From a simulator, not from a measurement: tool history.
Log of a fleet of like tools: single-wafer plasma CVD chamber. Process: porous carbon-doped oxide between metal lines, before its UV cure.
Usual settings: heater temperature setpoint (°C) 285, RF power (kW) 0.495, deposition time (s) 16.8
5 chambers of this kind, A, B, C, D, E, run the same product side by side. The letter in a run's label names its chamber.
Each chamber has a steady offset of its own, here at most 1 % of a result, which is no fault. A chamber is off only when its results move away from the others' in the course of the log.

run   hour  heater temperature setpoint (°C)  RF power (kW)  deposition time (s)  read-back reference wafer on the same gauge, thickness_nm  mean film thickness on the monitor wafer (Å)
 1C    7.1                               285          0.495                 16.8                                                     107.06                                        993.04
 2A   12.1                               285          0.495                 16.8                                                     106.99                                       1009.00
 3D   20.2                               285          0.495                 16.8                                                     106.97                                       1008.80
 4E   24.4                               285          0.495                 16.8                                                     106.96                                       1012.00
 5B   32.4                               285          0.495                 16.8                                                     107.04                                       1005.90
 6E   40.1                               285          0.495                 16.8                                                     107.13                                       1004.50
 7B   44.4                               285          0.495                 16.8                                                     106.99                                       1006.60
 8C   51.7                               285          0.495                 16.8                                                     106.98                                        993.82
 9A   57.0                               285          0.495                 16.8                                                     106.93                                       1009.80
10D   61.3                               285          0.495                 16.8                                                     106.92                                       1009.20
11B   65.4                               297          0.495                 19.7                                                     107.01                                       1086.30
12E   71.5                               297          0.495                 19.7                                                     106.98                                       1094.80
13C   79.4                               297          0.495                 19.7                                                     107.06                                       1080.90
14D   84.9                               297          0.495                 19.7                                                     107.03                                       1093.70
15A   93.2                               297          0.495                 19.7                                                     106.99                                       1095.20
      94.5  -- chamber C: thermocouple changed; heater temperature recalibrated
16B   97.9                               285          0.495                 16.8                                                     107.00                                       1006.20
17C  105.1                               285          0.495                 16.8                                                     106.95                                        959.80
18E  110.2                               285          0.495                 16.8                                                     107.02                                       1008.90
19D  118.2                               285          0.495                 16.8                                                     107.04                                       1008.90
20A  123.3                               285          0.495                 16.8                                                     106.98                                       1010.10
21C  128.0                               285          0.495                 17.8                                                     107.01                                       1020.90
22D  136.6                               285          0.495                 17.8                                                     107.02                                       1070.00
23E  143.1                               285          0.495                 17.8                                                     106.93                                       1067.50
24A  149.1                               285          0.495                 17.8                                                     107.01                                       1067.00
     151.7  -- chamber C: RF generator calibrated
25B  153.8                               285          0.495                 17.8                                                     107.02                                       1063.90
26D  159.4                               285          0.495                 16.8                                                     107.00                                       1009.80
27C  164.0                               285          0.440                 14.7                                                     106.97                                        778.57
28B  172.2                               285          0.440                 14.7                                                     106.95                                        816.18
29E  177.4                               285          0.440                 14.7                                                     107.04                                        812.72
30A  185.3                               285          0.440                 14.7                                                     107.01                                        815.63
31B  191.7                               285          0.440                 14.7                                                     106.99                                        818.30
32C  197.7                               285          0.495                 16.8                                                     107.01                                        959.44
33D  203.2                               285          0.495                 16.8                                                     107.01                                       1005.90
34E  208.4                               285          0.495                 16.8                                                     106.94                                       1005.30
35A  212.4                               285          0.495                 16.8                                                     106.94                                       1012.90
36A  217.4                               285          0.495                 16.8                                                     106.96                                       1007.20

Is one chamber off against the others, does the gauge drift, or is nothing wrong? If a chamber is off, say which, and what the likeliest cause is.

A service left chamber C off against the others.
Cause: wafer temperature above the value expected at the setpoint (K) = 5.91.

Here are 4 candidates for chamber C's next run, each the usual settings with a change, their results left as question marks. Which one brings its results back in line with what the others give on the usual settings?
In line means no further than this from the other chambers' mean on the usual settings: mean film thickness on the monitor wafer (Å) 9.50
37C-1  223.6                               285          0.495                 18.3                                                                                                        ?
37C-2  223.6                               293          0.495                 16.8                                                                                                        ?
37C-3  223.6                               284          0.505                 17.3                                                                                                        ?
37C-4  223.6                               289          0.450                 16.8                                                                                                        ?

The other chambers' mean on the usual settings: mean film thickness on the monitor wafer (Å) 1008.20
  run  mean film thickness on the monitor wafer (Å)
37C-1                                       1042.50
37C-2                                        916.01
37C-3                                       1006.60
37C-4                                        879.54
37C-3 brings the chamber back in line.
